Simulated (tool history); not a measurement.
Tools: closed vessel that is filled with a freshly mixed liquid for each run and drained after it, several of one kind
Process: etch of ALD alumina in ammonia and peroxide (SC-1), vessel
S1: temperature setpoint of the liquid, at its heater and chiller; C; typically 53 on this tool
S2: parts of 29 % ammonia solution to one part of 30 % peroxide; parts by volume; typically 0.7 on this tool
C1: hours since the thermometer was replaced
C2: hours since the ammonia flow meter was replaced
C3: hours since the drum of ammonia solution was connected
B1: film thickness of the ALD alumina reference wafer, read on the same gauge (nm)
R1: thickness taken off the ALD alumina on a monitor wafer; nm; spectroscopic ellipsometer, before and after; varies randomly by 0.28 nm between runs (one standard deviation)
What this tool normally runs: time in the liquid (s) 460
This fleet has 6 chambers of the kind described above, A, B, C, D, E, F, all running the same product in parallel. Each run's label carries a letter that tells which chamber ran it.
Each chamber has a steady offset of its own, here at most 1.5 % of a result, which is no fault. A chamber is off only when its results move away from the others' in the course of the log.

At hour 4.2: chamber E: new drum of ammonia solution connected.
Run 1F, hour 9.4: usual settings; C1 1145.2; C2 912.1; C3 783.6; B1 89.96. Result: R1 36.907 nm.
Run 2D, hour 18.4: usual settings; C1 80.6; C2 1330.6; C3 514.8; B1 90.053. Result: R1 36.702 nm.
Run 3C, hour 25.1: usual settings; C1 523.5; C2 1188.6; C3 944.8; B1 90.037. Result: R1 36.745 nm.
At hour 29.3: chamber F: thermometer replaced.
At hour 29.4: chamber C: new drum of ammonia solution connected.
Run 4A, hour 36.7: usual settings; C1 485.5; C2 1625.5; C3 132.7; B1 89.949. Result: R1 36.995 nm.
At hour 41.4: chamber F: new drum of ammonia solution connected.
Run 5B, hour 43.4: usual settings but S2 0.95 parts by volume; C1 1397.5; C2 892.6; C3 787.3; B1 90.013. Result: R1 37.39 nm.
Run 6E, hour 55.7: usual settings but S2 0.95 parts by volume; C1 1635.7; C2 428.1; C3 51.6; B1 90.008. Result: R1 38.363 nm.
Run 7E, hour 62.5: usual settings but S2 0.95 parts by volume; C1 1642.5; C2 434.9; C3 58.4; B1 90.026. Result: R1 37.268 nm.
Run 8A, hour 68.8: usual settings but S2 0.95 parts by volume; C1 517.6; C2 1657.6; C3 164.8; B1 89.971. Result: R1 38.679 nm.
Run 9F, hour 79.1: usual settings but S2 0.95 parts by volume; C1 49.8; C2 981.8; C3 37.7; B1 89.96. Result: R1 38.506 nm.
Run 10C, hour 89.6: usual settings but S2 0.95 parts by volume; C1 588; C2 1253.1; C3 60.2; B1 89.946. Result: R1 37.449 nm.
Run 11B, hour 101.3: usual settings; C1 1455.4; C2 950.5; C3 845.2; B1 90.012. Result: R1 36.672 nm.
Run 12D, hour 107.9: usual settings; C1 170.1; C2 1420.1; C3 604.3; B1 89.981. Result: R1 36.538 nm.
Run 13B, hour 119.5: usual settings; C1 1473.6; C2 968.7; C3 863.4; B1 90.029. Result: R1 36.727 nm.
Run 14D, hour 127.2: usual settings but S1 50 C; C1 189.4; C2 1439.4; C3 623.6; B1 90.036. Result: R1 31.968 nm.
Run 15F, hour 135.4: usual settings but S1 50 C; C1 106.1; C2 1038.1; C3 94; B1 89.978. Result: R1 31.413 nm.
At hour 139.7: chamber B: new drum of ammonia solution connected.
Run 16A, hour 146.9: usual settings but S1 50 C; C1 595.7; C2 1735.7; C3 242.9; B1 90.014. Result: R1 31.495 nm.
At hour 149.9: chamber A: ammonia flow meter replaced.
Run 17C, hour 159.3: usual settings but S1 50 C; C1 657.7; C2 1322.8; C3 129.9; B1 90.05. Result: R1 31.127 nm.
At hour 160.5: chamber A: new drum of ammonia solution connected.
Run 18E, hour 170.6: usual settings but S1 50 C; C1 1750.6; C2 543; C3 166.5; B1 89.978. Result: R1 30.917 nm.
Run 19C, hour 176.6: usual settings but S1 50 C; C1 675; C2 1340.1; C3 147.2; B1 89.982. Result: R1 30.935 nm.
Run 20E, hour 188.2: usual settings; C1 1768.2; C2 560.6; C3 184.1; B1 90.011. Result: R1 36.763 nm.
Run 21B, hour 196.3: usual settings; C1 1550.4; C2 1045.5; C3 56.7; B1 90.002. Result: R1 36.914 nm.
Run 22D, hour 206.3: usual settings; C1 268.5; C2 1518.5; C3 702.7; B1 89.982. Result: R1 37.049 nm.
Run 23F, hour 218.4: usual settings but S2 0.5 parts by volume, time in the liquid (s) 720; C1 189.1; C2 1121.1; C3 177; B1 90.008. Result: R1 55.753 nm.
Run 24A, hour 227.2: usual settings but S2 0.5 parts by volume, time in the liquid (s) 720; C1 676; C2 77.3; C3 66.7; B1 90.004. Result: R1 56.737 nm.
At hour 230.7: chamber C: thermometer replaced.
Run 25B, hour 238: usual settings but S2 0.5 parts by volume, time in the liquid (s) 720; C1 1592.1; C2 1087.2; C3 98.4; B1 90.011. Result: R1 55.681 nm.
At hour 247.5: chamber D: new drum of ammonia solution connected.
Run 26D, hour 247.5: usual settings but S2 0.5 parts by volume, time in the liquid (s) 720; C1 309.7; C2 1559.7; C3 0.1; B1 89.962. Result: R1 55.517 nm.
Run 27F, hour 257.9: usual settings but S2 0.5 parts by volume, time in the liquid (s) 720; C1 228.6; C2 1160.6; C3 216.5; B1 89.989. Result: R1 56.66 nm.
Run 28C, hour 263.8: usual settings but S2 0.5 parts by volume, time in the liquid (s) 720; C1 33.1; C2 1427.3; C3 234.4; B1 90.036. Result: R1 54.817 nm.
Run 29E, hour 276: usual settings; C1 1856; C2 648.4; C3 271.9; B1 90.017. Result: R1 36.324 nm.
Run 30A, hour 283: usual settings but S1 60 C, time in the liquid (s) 700; C1 731.8; C2 133.1; C3 122.5; B1 90.017. Result: R1 81.68 nm.
Run 31A, hour 292.7: usual settings but S1 60 C, time in the liquid (s) 700; C1 741.5; C2 142.8; C3 132.2; B1 89.988. Result: R1 82.884 nm.
Run 32F, hour 304.2: usual settings but S1 60 C, time in the liquid (s) 700; C1 274.9; C2 1206.9; C3 262.8; B1 90.015. Result: R1 82.245 nm.
Run 33D, hour 314.5: usual settings but S1 60 C, time in the liquid (s) 700; C1 376.7; C2 1626.7; C3 67.1; B1 90.012. Result: R1 80.958 nm.
Run 34B, hour 324.3: usual settings but S1 60 C, time in the liquid (s) 700; C1 1678.4; C2 1173.5; C3 184.7; B1 90.02. Result: R1 79.291 nm.
Run 35E, hour 331.4: usual settings but S1 60 C, time in the liquid (s) 700; C1 1911.4; C2 703.8; C3 327.3; B1 89.999. Result: R1 80.576 nm.
Run 36C, hour 344.5: usual settings; C1 113.8; C2 1508; C3 315.1; B1 90.04. Result: R1 37.124 nm.
Run 37B, hour 354.7: usual settings; C1 1708.8; C2 1203.9; C3 215.1; B1 90.043. Result: R1 36.288 nm.
Run 38E, hour 361.1: usual settings; C1 1941.1; C2 733.5; C3 357; B1 90.016. Result: R1 36.816 nm.
Run 39D, hour 371.4: usual settings; C1 433.6; C2 1683.6; C3 124; B1 89.947. Result: R1 36.858 nm.
Run 40F, hour 380.7: usual settings but time in the liquid (s) 365; C1 351.4; C2 1283.4; C3 339.3; B1 89.973. Result: R1 29.549 nm.
Run 41A, hour 389.9: usual settings but time in the liquid (s) 365; C1 838.7; C2 240; C3 229.4; B1 89.982. Result: R1 29.371 nm.
Run 42C, hour 401.5: usual settings but time in the liquid (s) 365; C1 170.8; C2 1565; C3 372.1; B1 90.029. Result: R1 28.988 nm.
Run 43F, hour 411.3: usual settings but time in the liquid (s) 365; C1 382; C2 1314; C3 369.9; B1 89.988. Result: R1 29.41 nm.

Is one chamber out of step, is the gauge drifting, or do the chambers differ by no more than their own small offsets? For an off chamber, give its letter and the likeliest cause.

Nothing is wrong: each chamber keeps only its own small, steady offset and the gauge holds still.

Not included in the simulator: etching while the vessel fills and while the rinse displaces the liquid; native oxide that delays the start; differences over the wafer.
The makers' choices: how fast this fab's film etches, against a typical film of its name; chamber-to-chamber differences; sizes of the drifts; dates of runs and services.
